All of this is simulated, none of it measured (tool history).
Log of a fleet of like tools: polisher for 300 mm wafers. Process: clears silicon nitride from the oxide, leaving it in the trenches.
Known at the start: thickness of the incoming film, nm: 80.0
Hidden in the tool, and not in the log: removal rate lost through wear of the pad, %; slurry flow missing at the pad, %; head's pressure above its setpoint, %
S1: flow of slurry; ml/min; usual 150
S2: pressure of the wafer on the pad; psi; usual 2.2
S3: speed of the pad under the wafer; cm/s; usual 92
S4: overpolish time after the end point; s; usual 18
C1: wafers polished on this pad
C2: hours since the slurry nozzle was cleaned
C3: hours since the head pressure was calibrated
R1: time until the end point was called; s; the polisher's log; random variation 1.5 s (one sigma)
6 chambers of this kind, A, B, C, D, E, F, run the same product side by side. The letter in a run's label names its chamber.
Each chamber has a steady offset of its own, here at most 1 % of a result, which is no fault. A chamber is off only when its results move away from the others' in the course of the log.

{"run": "1C", "hour": 11.6, "S1": 150, "S2": 2.2, "S3": 92, "S4": 18, "C1": 87, "C2": 223.2, "C3": 500.5, "R1": 135.26}
{"hour": 16.5, "done": "chamber A: worn pad replaced by a new one"}
{"run": "2B", "hour": 20.5, "S1": 150, "S2": 2.2, "S3": 92, "S4": 18, "C1": 649, "C2": 219.2, "C3": 1344.8, "R1": 135.88}
{"hour": 27.3, "done": "chamber D: worn pad replaced by a new one"}
{"run": "3F", "hour": 30.6, "S1": 150, "S2": 2.2, "S3": 92, "S4": 18, "C1": 577, "C2": 594.5, "C3": 57.3, "R1": 132.17}
{"run": "4D", "hour": 41.1, "S1": 150, "S2": 2.2, "S3": 92, "S4": 18, "C1": 91, "C2": 492.8, "C3": 482.8, "R1": 134.27}
{"hour": 44.2, "done": "chamber B: head pressure recalibrated"}
{"run": "5A", "hour": 50.2, "S1": 150, "S2": 2.2, "S3": 92, "S4": 18, "C1": 222, "C2": 423.7, "C3": 596.4, "R1": 133.96}
{"hour": 52.1, "done": "chamber B: worn pad replaced by a new one"}
{"run": "6E", "hour": 59.7, "S1": 150, "S2": 2.2, "S3": 92, "S4": 18, "C1": 847, "C2": 300.2, "C3": 412.7, "R1": 133.11}
{"run": "7C", "hour": 70.1, "S1": 150, "S2": 2.2, "S3": 92, "S4": 18, "C1": 473, "C2": 281.7, "C3": 559.0, "R1": 132.82}
{"run": "8E", "hour": 77.8, "S1": 150, "S2": 2.2, "S3": 92, "S4": 18, "C1": 967, "C2": 318.3, "C3": 430.8, "R1": 133.55}
{"run": "9A", "hour": 84.1, "S1": 150, "S2": 2.2, "S3": 92, "S4": 18, "C1": 446, "C2": 457.6, "C3": 630.3, "R1": 131.88}
{"hour": 88.3, "done": "chamber C: worn pad replaced by a new one"}
{"run": "10D", "hour": 90.0, "S1": 115, "S2": 2.2, "S3": 92, "S4": 8, "C1": 414, "C2": 541.7, "C3": 531.7, "R1": 138.68}
{"run": "11F", "hour": 99.8, "S1": 115, "S2": 2.2, "S3": 92, "S4": 8, "C1": 1034, "C2": 663.7, "C3": 126.5, "R1": 141.57}
{"hour": 109.0, "done": "chamber F: worn pad replaced by a new one"}
{"run": "12B", "hour": 111.1, "S1": 115, "S2": 2.2, "S3": 92, "S4": 8, "C1": 390, "C2": 309.8, "C3": 67.0, "R1": 141.66}
{"run": "13D", "hour": 121.0, "S1": 115, "S2": 2.2, "S3": 92, "S4": 8, "C1": 619, "C2": 572.7, "C3": 562.7, "R1": 139.06}
{"run": "14F", "hour": 132.0, "S1": 115, "S2": 2.2, "S3": 92, "S4": 8, "C1": 152, "C2": 695.9, "C3": 158.7, "R1": 141.02}
{"run": "15A", "hour": 140.3, "S1": 115, "S2": 2.2, "S3": 92, "S4": 8, "C1": 818, "C2": 513.8, "C3": 686.5, "R1": 140.56}
{"run": "16B", "hour": 148.9, "S1": 150, "S2": 2.2, "S3": 92, "S4": 18, "C1": 639, "C2": 347.6, "C3": 104.8, "R1": 132.3}
{"run": "17C", "hour": 155.7, "S1": 150, "S2": 2.2, "S3": 92, "S4": 18, "C1": 446, "C2": 367.3, "C3": 644.6, "R1": 131.85}
{"hour": 159.5, "done": "chamber F: slurry nozzle cleaned"}
{"run": "18E", "hour": 162.8, "S1": 150, "S2": 2.2, "S3": 92, "S4": 18, "C1": 1529, "C2": 403.3, "C3": 515.8, "R1": 137.34}
{"hour": 166.5, "done": "chamber C: worn pad replaced by a new one"}
{"run": "19A", "hour": 170.3, "S1": 150, "S2": 2.2, "S3": 92, "S4": 18, "C1": 1016, "C2": 543.8, "C3": 716.5, "R1": 134.11}
{"run": "20D", "hour": 179.1, "S1": 150, "S2": 2.2, "S3": 92, "S4": 18, "C1": 1003, "C2": 630.8, "C3": 620.8, "R1": 133.39}
{"hour": 185.5, "done": "chamber A: worn pad replaced by a new one"}
{"run": "21B", "hour": 187.0, "S1": 150, "S2": 2.2, "S3": 92, "S4": 18, "C1": 891, "C2": 385.7, "C3": 142.9, "R1": 136.47}
{"hour": 192.0, "done": "chamber B: worn pad replaced by a new one"}
{"run": "22E", "hour": 197.2, "S1": 115, "S2": 2.2, "S3": 92, "S4": 27, "C1": 1756, "C2": 437.7, "C3": 550.2, "R1": 146.81}
{"hour": 198.7, "done": "chamber D: worn pad replaced by a new one"}
{"run": "23C", "hour": 208.4, "S1": 115, "S2": 2.2, "S3": 92, "S4": 27, "C1": 277, "C2": 420.0, "C3": 697.3, "R1": 139.64}
{"run": "24F", "hour": 215.3, "S1": 115, "S2": 2.2, "S3": 92, "S4": 27, "C1": 702, "C2": 55.8, "C3": 242.0, "R1": 141.75}
{"hour": 219.3, "done": "chamber A: slurry nozzle cleaned"}
{"run": "25F", "hour": 225.8, "S1": 115, "S2": 2.2, "S3": 92, "S4": 27, "C1": 772, "C2": 66.3, "C3": 252.5, "R1": 142.32}
{"run": "26A", "hour": 232.8, "S1": 115, "S2": 2.2, "S3": 92, "S4": 27, "C1": 313, "C2": 13.5, "C3": 779.0, "R1": 141.03}
{"hour": 234.6, "done": "chamber E: head pressure recalibrated"}
{"run": "27C", "hour": 239.6, "S1": 115, "S2": 2.2, "S3": 92, "S4": 27, "C1": 483, "C2": 451.2, "C3": 728.5, "R1": 140.9}
{"hour": 243.9, "done": "chamber C: worn pad replaced by a new one"}
{"hour": 247.5, "done": "chamber B: slurry nozzle cleaned"}
{"run": "28E", "hour": 251.1, "S1": 150, "S2": 2.2, "S3": 92, "S4": 18, "C1": 2113, "C2": 491.6, "C3": 16.6, "R1": 139.31}
{"run": "29B", "hour": 256.9, "S1": 150, "S2": 2.2, "S3": 92, "S4": 18, "C1": 429, "C2": 9.4, "C3": 212.8, "R1": 135.38}
{"run": "30D", "hour": 266.4, "S1": 180, "S2": 2.2, "S3": 92, "S4": 18, "C1": 448, "C2": 718.1, "C3": 708.1, "R1": 129.88}
{"run": "31A", "hour": 274.7, "S1": 180, "S2": 2.2, "S3": 92, "S4": 18, "C1": 590, "C2": 55.4, "C3": 820.9, "R1": 128.92}
{"hour": 275.1, "done": "chamber F: worn pad replaced by a new one"}
{"run": "32F", "hour": 284.8, "S1": 180, "S2": 2.2, "S3": 92, "S4": 18, "C1": 64, "C2": 125.3, "C3": 311.5, "R1": 128.59}
{"run": "33B", "hour": 290.8, "S1": 180, "S2": 2.2, "S3": 92, "S4": 18, "C1": 653, "C2": 43.3, "C3": 246.7, "R1": 132.64}
{"hour": 299.2, "done": "chamber C: slurry nozzle cleaned"}
{"run": "34C", "hour": 299.9, "S1": 180, "S2": 2.2, "S3": 92, "S4": 18, "C1": 370, "C2": 0.8, "C3": 788.8, "R1": 128.05}
{"run": "35E", "hour": 310.1, "S1": 180, "S2": 2.2, "S3": 92, "S4": 18, "C1": 2503, "C2": 550.6, "C3": 75.6, "R1": 138.88}
{"run": "36D", "hour": 321.0, "S1": 150, "S2": 2.2, "S3": 106, "S4": 18, "C1": 808, "C2": 772.7, "C3": 762.7, "R1": 115.83}
{"hour": 328.6, "done": "chamber B: worn pad replaced by a new one"}
{"run": "37F", "hour": 328.7, "S1": 150, "S2": 2.2, "S3": 106, "S4": 18, "C1": 354, "C2": 169.2, "C3": 355.4, "R1": 117.32}
{"run": "38B", "hour": 337.2, "S1": 150, "S2": 2.2, "S3": 106, "S4": 18, "C1": 56, "C2": 89.7, "C3": 293.1, "R1": 116.29}
{"run": "39E", "hour": 348.5, "S1": 150, "S2": 2.2, "S3": 106, "S4": 18, "C1": 2756, "C2": 589.0, "C3": 114.0, "R1": 125.16}

Next, every chamber runs the same settings. What will each give?
{"run": "40A", "hour": 356.8, "S1": 150, "S2": 1.7, "S3": 92, "S4": 18, "R1": "?"}
{"run": "40B", "hour": 356.8, "S1": 150, "S2": 1.7, "S3": 92, "S4": 18, "R1": "?"}
{"run": "40C", "hour": 356.8, "S1": 150, "S2": 1.7, "S3": 92, "S4": 18, "R1": "?"}
{"run": "40D", "hour": 356.8, "S1": 150, "S2": 1.7, "S3": 92, "S4": 18, "R1": "?"}
{"run": "40E", "hour": 356.8, "S1": 150, "S2": 1.7, "S3": 92, "S4": 18, "R1": "?"}
{"run": "40F", "hour": 356.8, "S1": 150, "S2": 1.7, "S3": 92, "S4": 18, "R1": "?"}

run=40A R1=172.61
run=40B R1=173.44
run=40C R1=173.74
run=40D R1=172.91
run=40E R1=187.07
run=40F R1=175.08
